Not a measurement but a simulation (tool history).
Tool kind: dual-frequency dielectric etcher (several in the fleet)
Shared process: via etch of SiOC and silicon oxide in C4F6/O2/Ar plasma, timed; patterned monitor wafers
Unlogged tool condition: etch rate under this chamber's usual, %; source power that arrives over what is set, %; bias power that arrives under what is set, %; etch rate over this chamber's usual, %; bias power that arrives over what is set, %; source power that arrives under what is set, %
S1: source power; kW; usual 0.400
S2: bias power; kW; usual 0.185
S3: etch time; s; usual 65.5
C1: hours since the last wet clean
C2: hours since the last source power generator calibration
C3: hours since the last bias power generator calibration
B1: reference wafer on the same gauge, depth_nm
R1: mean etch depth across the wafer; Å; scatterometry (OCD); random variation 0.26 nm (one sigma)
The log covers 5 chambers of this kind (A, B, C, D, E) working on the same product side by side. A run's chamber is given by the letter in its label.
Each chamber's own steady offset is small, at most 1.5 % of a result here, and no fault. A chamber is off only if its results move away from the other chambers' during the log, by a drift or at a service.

run   hour     S1     S2    S3     C1      C2      C3      B1      R1
 1C   11.2  0.400  0.185  65.5  252.1  2293.7  2021.6  82.133  729.18
 2A   22.0  0.400  0.185  65.5  329.4  2255.0  2519.7  82.080  751.63
 3B   27.9  0.400  0.185  65.5  314.0   546.0   858.4  82.133  748.33
 4D   37.3  0.400  0.185  65.5  177.7  3935.5  3202.3  82.072  749.66
 5E   48.0  0.350  0.185  65.5  140.1  2465.7  2191.5  82.004  705.79
 6A   53.1  0.350  0.185  65.5  360.5  2286.1  2550.8  82.161  711.26
 7B   60.8  0.350  0.185  65.5  346.9   578.9   891.3  82.161  708.81
 8C   72.2  0.350  0.185  65.5  313.1  2354.7  2082.6  82.024  697.87
 9E   78.7  0.350  0.185  65.5  170.8  2496.4  2222.2  82.133  708.11
10D   89.0  0.400  0.185  65.5  229.4  3987.2  3254.0  82.079  749.32
11A   95.5  0.400  0.163  65.5  402.9  2328.5  2593.2  82.055  718.53
12C  102.6  0.400  0.163  65.5  343.5  2385.1  2113.0  82.112  704.18
13E  113.1  0.400  0.163  65.5  205.2  2530.8  2256.6  82.148  713.72
     113.8  -- chamber A: wet clean of the chamber
14B  120.5  0.400  0.163  65.5  406.6   638.6   951.0  82.118  721.36
15D  131.6  0.400  0.163  65.5  272.0  4029.8  3296.6  82.140  717.84
16A  138.9  0.400  0.185  65.5   25.2  2371.9  2636.6  82.079  717.24
17B  147.6  0.400  0.185  65.5  433.7   665.7   978.1  82.067  748.70
18E  157.8  0.400  0.185  65.5  249.9  2575.5  2301.3  82.128  745.74
19D  162.9  0.400  0.185  65.5  303.3  4061.1  3327.9  82.072  753.18
20C  168.4  0.400  0.185  65.5  409.3  2450.9  2178.8  82.122  731.20
21D  177.0  0.400  0.185  65.5  317.4  4075.2  3342.0  82.105  752.01
     184.3  -- chamber C: wet clean of the chamber
22C  188.1  0.400  0.185  65.5    3.9  2470.6  2198.5  82.171  733.37
23E  196.8  0.400  0.185  65.5  288.9  2614.5  2340.3  82.069  747.68
24A  203.1  0.400  0.185  65.5   89.4  2436.1  2700.8  82.059  713.74
25B  209.1  0.400  0.167  65.5  495.2   727.2  1039.6  81.981  716.66
26C  218.9  0.400  0.167  65.5   34.7  2501.4  2229.3  82.095  710.75
27A  224.6  0.400  0.167  65.5  110.9  2457.6  2722.3  82.196  692.90
28D  236.2  0.400  0.167  65.5  376.6  4134.4  3401.2  82.063  726.31
29B  242.4  0.400  0.167  65.5  528.5   760.5  1072.9  82.143  721.53
     245.7  -- chamber D: wet clean of the chamber
30E  252.9  0.400  0.185  65.5  345.0  2670.6  2396.4  82.128  746.86
31A  261.1  0.400  0.185  65.5  147.4  2494.1  2758.8  82.120  716.47
32C  270.2  0.400  0.185  65.5   86.0  2552.7  2280.6  82.145  734.39
33D  278.1  0.400  0.185  78.0   32.5  4176.3  3443.1  82.089  897.15
34B  289.4  0.400  0.185  78.0  575.5   807.5  1119.9  82.065  890.07

Read the log: is a single chamber off, either drifting away or since a service, is the gauge that measures every chamber drifting, or is nothing wrong beyond small per-chamber offsets? Name any odd chamber and what most likely caused it.

Chamber A came out of a service off from its peers and stayed that way.
Most likely cause: etch rate under this chamber's usual, % = 4.22.

Chamber A could run next with any of the 4 candidate recipes listed below; each alters the usual settings, and their results appear as question marks. Which one brings its results back in line with what the other chambers deliver on the usual settings?
In line means no further than this from the other chambers' mean on the usual settings: R1 9.10 Å
35A-1  297.7  0.390  0.185  65.5                   ?
35A-2  297.7  0.360  0.185  65.5                   ?
35A-3  297.7  0.400  0.193  65.5                   ?
35A-4  297.7  0.400  0.187  68.0                   ?

What the other chambers average on the usual settings: R1 744.58 Å
  run      R1
35A-1  710.20
35A-2  688.24
35A-3  727.21
35A-4  747.26
Change 35A-4 lands the chamber within the allowed miss of the other chambers.
